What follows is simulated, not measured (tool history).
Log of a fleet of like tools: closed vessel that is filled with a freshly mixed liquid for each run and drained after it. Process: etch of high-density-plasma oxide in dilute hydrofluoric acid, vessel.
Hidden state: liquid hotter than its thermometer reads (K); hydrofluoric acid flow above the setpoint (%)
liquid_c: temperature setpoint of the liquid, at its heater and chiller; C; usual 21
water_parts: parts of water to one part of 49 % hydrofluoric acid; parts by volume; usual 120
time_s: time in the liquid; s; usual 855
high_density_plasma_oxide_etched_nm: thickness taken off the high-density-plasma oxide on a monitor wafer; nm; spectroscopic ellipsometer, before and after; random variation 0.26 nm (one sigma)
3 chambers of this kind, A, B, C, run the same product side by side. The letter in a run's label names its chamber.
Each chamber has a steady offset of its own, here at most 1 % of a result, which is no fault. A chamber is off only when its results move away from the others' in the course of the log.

run  hour  liquid_c  water_parts  time_s  hours since the thermometer was replaced  hours since the hydrofluoric acid flow meter was replaced  read-back film thickness of the high-density-plasma oxide reference wafer, read on the same gauge (nm)  high_density_plasma_oxide_etched_nm
 1B     4        21          120     855                                       773                                                      689.6                                                                                                  129.99                               41.874
 2A   8.5        21          120     855                                     641.3                                                      117.5                                                                                                  129.99                               41.848
 3C  10.9        21          120     855                                     577.6                                                      834.4                                                                                                     130                               41.912
 4A  15.2        21          120     855                                       648                                                      124.2                                                                                                  130.02                                41.81
 5B  18.5        21          120     855                                     787.5                                                      704.1                                                                                                  129.99                               42.405
 6C  20.5        21          120     855                                     587.2                                                        844                                                                                                     130                               42.568
 7B  22.6        21          120     855                                     791.6                                                      708.2                                                                                                  129.98                                42.22
 8A  24.9        21          120     855                                     657.7                                                      133.9                                                                                                  130.01                               42.016
 9C  27.4        21          120     855                                     594.1                                                      850.9                                                                                                  130.02                               41.698
10C  30.6        21          120     855                                     597.3                                                      854.1                                                                                                  129.99                               41.842
11B  33.4        21          120     855                                     802.4                                                        719                                                                                                  129.99                               42.375
     36.8  -- chamber C: thermometer replaced
12A  37.6      25.5          150     855                                     670.4                                                      146.6                                                                                                  129.99                               38.645
13C  39.9      25.5          150     855                                       3.2                                                      863.4                                                                                                  130.01                               39.173
14B    44      25.5          150     855                                       813                                                      729.6                                                                                                     130                               40.067
15A  47.5      23.5          120     435                                     680.3                                                      156.5                                                                                                  129.99                               23.584
16B  50.5      23.5          120     435                                     819.5                                                      736.1                                                                                                     130                                24.37
17C    54      23.5          120     435                                      17.3                                                      877.5                                                                                                     130                               23.425
18A  57.8        21          120     855                                     690.6                                                      166.8                                                                                                     130                               41.958
19B  62.1        21          120     855                                     831.1                                                      747.7                                                                                                     130                               43.553
20A  64.8        21          120     855                                     697.6                                                      173.8                                                                                                  130.01                               41.667
21C  67.5        21          155     855                                      30.8                                                        891                                                                                                  129.99                               31.439
22C  71.5        21          155     855                                      34.8                                                        895                                                                                                  129.97                               31.521
23B  74.6        21          155     855                                     843.6                                                      760.2                                                                                                  129.99                               32.587
24A  76.8        21          120     855                                     709.6                                                      185.8                                                                                                     130                               42.221
25C  80.2        25          120     855                                      43.5                                                      903.7                                                                                                  129.99                               49.154

All 3 chambers run these settings next. Forecast each chamber's results:
26A  83.4      17.5          120     855                                                                                                                                                                                                                                                 ?
26B  83.4      17.5          120     855                                                                                                                                                                                                                                                 ?
26C  83.4      17.5          120     855                                                                                                                                                                                                                                                 ?

run  high_density_plasma_oxide_etched_nm
26A                               36.471
26B                               38.262
26C                               36.321
